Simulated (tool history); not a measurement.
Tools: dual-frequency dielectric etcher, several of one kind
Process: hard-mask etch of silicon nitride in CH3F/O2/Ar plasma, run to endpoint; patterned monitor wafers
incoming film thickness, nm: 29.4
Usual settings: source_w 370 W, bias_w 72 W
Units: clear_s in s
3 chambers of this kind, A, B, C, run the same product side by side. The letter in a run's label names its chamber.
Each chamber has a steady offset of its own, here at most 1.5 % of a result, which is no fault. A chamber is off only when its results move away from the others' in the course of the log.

run 1B hour=5.1 | source_w=370 bias_w=72 | clear_s=43.104
run 2C hour=12.1 | source_w=370 bias_w=72 | clear_s=44.424
run 3A hour=19.0 | source_w=370 bias_w=72 | clear_s=44.065
-- hour=22.6 chamber A: wet clean of the chamber
run 4C hour=25.2 | source_w=370 bias_w=72 | clear_s=44.199
run 5B hour=30.9 | source_w=370 bias_w=72 | clear_s=43.283
run 6A hour=35.4 | source_w=370 bias_w=72 | clear_s=43.931
run 7C hour=42.6 | source_w=370 bias_w=72 | clear_s=44.345
run 8B hour=47.5 | source_w=370 bias_w=72 | clear_s=43.296
run 9A hour=52.2 | source_w=370 bias_w=72 | clear_s=44.067
run 10B hour=57.1 | source_w=370 bias_w=72 | clear_s=43.321
run 11A hour=62.3 | source_w=370 bias_w=72 | clear_s=44.143
run 12C hour=67.3 | source_w=370 bias_w=72 | clear_s=44.277
run 13B hour=70.9 | source_w=370 bias_w=72 | clear_s=43.787
run 14C hour=76.8 | source_w=370 bias_w=62 | clear_s=46.743
run 15A hour=82.8 | source_w=370 bias_w=62 | clear_s=46.307
run 16A hour=88.8 | source_w=370 bias_w=62 | clear_s=46.527
run 17B hour=95.1 | source_w=370 bias_w=72 | clear_s=43.270
run 18C hour=102.0 | source_w=410 bias_w=57 | clear_s=46.104
run 19A hour=105.6 | source_w=410 bias_w=57 | clear_s=45.804
run 20C hour=113.0 | source_w=410 bias_w=57 | clear_s=46.474
run 21B hour=118.1 | source_w=370 bias_w=72 | clear_s=43.501
run 22C hour=126.1 | source_w=370 bias_w=72 | clear_s=44.526
run 23A hour=130.2 | source_w=370 bias_w=72 | clear_s=44.065
run 24B hour=136.2 | source_w=370 bias_w=72 | clear_s=43.632
run 25B hour=143.8 | source_w=370 bias_w=72 | clear_s=43.457
run 26A hour=149.2 | source_w=370 bias_w=72 | clear_s=43.923
run 27C hour=153.5 | source_w=320 bias_w=72 | clear_s=47.087
run 28A hour=158.7 | source_w=320 bias_w=72 | clear_s=46.038
run 29C hour=163.1 | source_w=320 bias_w=72 | clear_s=46.998
run 30B hour=170.9 | source_w=370 bias_w=72 | clear_s=43.252
run 31B hour=176.2 | source_w=370 bias_w=72 | clear_s=43.243
run 32A hour=181.0 | source_w=370 bias_w=72 | clear_s=44.077
run 33C hour=187.9 | source_w=370 bias_w=72 | clear_s=44.409

What goes on in this fleet: one chamber off, a drifting gauge, or nothing beyond the chambers' own small offsets? Name the chamber and the cause, if any.

No chamber stands off beyond its own small offset, and the gauge holds steady.
